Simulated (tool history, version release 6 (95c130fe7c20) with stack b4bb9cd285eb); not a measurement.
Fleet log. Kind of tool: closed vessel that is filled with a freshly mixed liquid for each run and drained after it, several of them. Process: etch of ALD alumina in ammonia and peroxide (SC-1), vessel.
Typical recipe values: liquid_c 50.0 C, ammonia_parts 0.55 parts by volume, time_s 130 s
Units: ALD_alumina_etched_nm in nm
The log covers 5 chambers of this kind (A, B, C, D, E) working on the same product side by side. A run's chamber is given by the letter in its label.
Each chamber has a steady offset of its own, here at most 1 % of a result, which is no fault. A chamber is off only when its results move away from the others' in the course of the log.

run	hour	liquid_c	ammonia_parts	time_s	read-back film thickness of the ALD alumina reference wafer, read on the same gauge (nm)	ALD_alumina_etched_nm
1A	6.9	50.0	0.55	130	130.01	6.7740
2B	12.9	50.0	0.55	130	129.98	6.8895
3C	19.0	50.0	0.55	130	129.99	6.7624
4D	23.6	50.0	0.55	130	129.99	6.9028
5E	28.1	50.0	0.55	130	130.00	6.8603
6B	35.5	59.5	0.80	130	130.00	11.6760
7E	40.6	59.5	0.80	130	130.00	11.7960
8C	44.6	59.5	0.80	130	129.98	11.7380
9A	50.6	59.5	0.80	130	129.99	11.7800
10D	55.0	59.5	0.80	130	129.96	11.5060
11D	59.0	50.0	0.55	130	130.00	6.8562
# hour 61.4: chamber C: new drum of ammonia solution connected
12C	62.5	50.0	0.55	130	129.99	6.7189
13B	69.9	50.0	0.55	130	130.00	6.8974
14E	75.1	50.0	0.55	130	129.98	6.8845
15A	81.9	50.0	0.55	130	130.00	6.9393
16A	87.6	50.0	0.55	130	129.98	6.8042
17C	92.2	50.0	0.80	130	130.05	6.9350
18B	95.7	50.0	0.80	130	130.04	7.0449
19D	100.4	50.0	0.80	130	130.00	7.0126
20E	104.4	50.0	0.80	130	130.02	7.2586
21A	108.5	50.0	0.80	130	129.99	7.1514
22E	114.5	50.0	0.55	130	129.98	7.2446
# hour 115.7: chamber D: ammonia flow meter replaced
23C	118.3	50.0	0.55	130	129.95	6.7459
24B	125.5	50.0	0.55	130	130.01	6.7475
25D	129.6	50.0	0.55	130	130.00	6.9016
26E	136.4	50.0	0.55	130	130.01	7.2867
27C	143.0	41.5	0.45	130	130.02	4.0891
28B	146.5	41.5	0.45	130	130.03	4.0865
29D	152.3	41.5	0.45	130	130.01	4.1522
30A	157.4	41.5	0.45	130	129.99	4.1914
31C	163.2	41.5	0.45	130	130.02	4.1527
32E	166.9	50.0	0.55	130	129.96	7.6166
33D	170.8	50.0	0.55	130	129.99	6.8684
34B	178.6	50.0	0.55	130	130.01	6.8079
35A	182.7	50.0	0.55	90	129.97	4.7367
36B	187.0	50.0	0.55	90	130.01	4.8454
37E	190.7	50.0	0.55	90	129.95	5.2851
38A	194.8	50.0	0.55	90	130.01	4.7252
39D	198.3	50.0	0.55	90	130.03	4.7697
40C	204.8	50.0	0.55	130	129.99	6.7742

For the next run the whole fleet of 5 chambers uses the same settings. Give each chamber's results:
41A	210.4	50.0	0.55	65		?
41B	210.4	50.0	0.55	65		?
41C	210.4	50.0	0.55	65		?
41D	210.4	50.0	0.55	65		?
41E	210.4	50.0	0.55	65		?

run	ALD_alumina_etched_nm
41A	3.4161
41B	3.4162
41C	3.4397
41D	3.4520
41E	3.8925
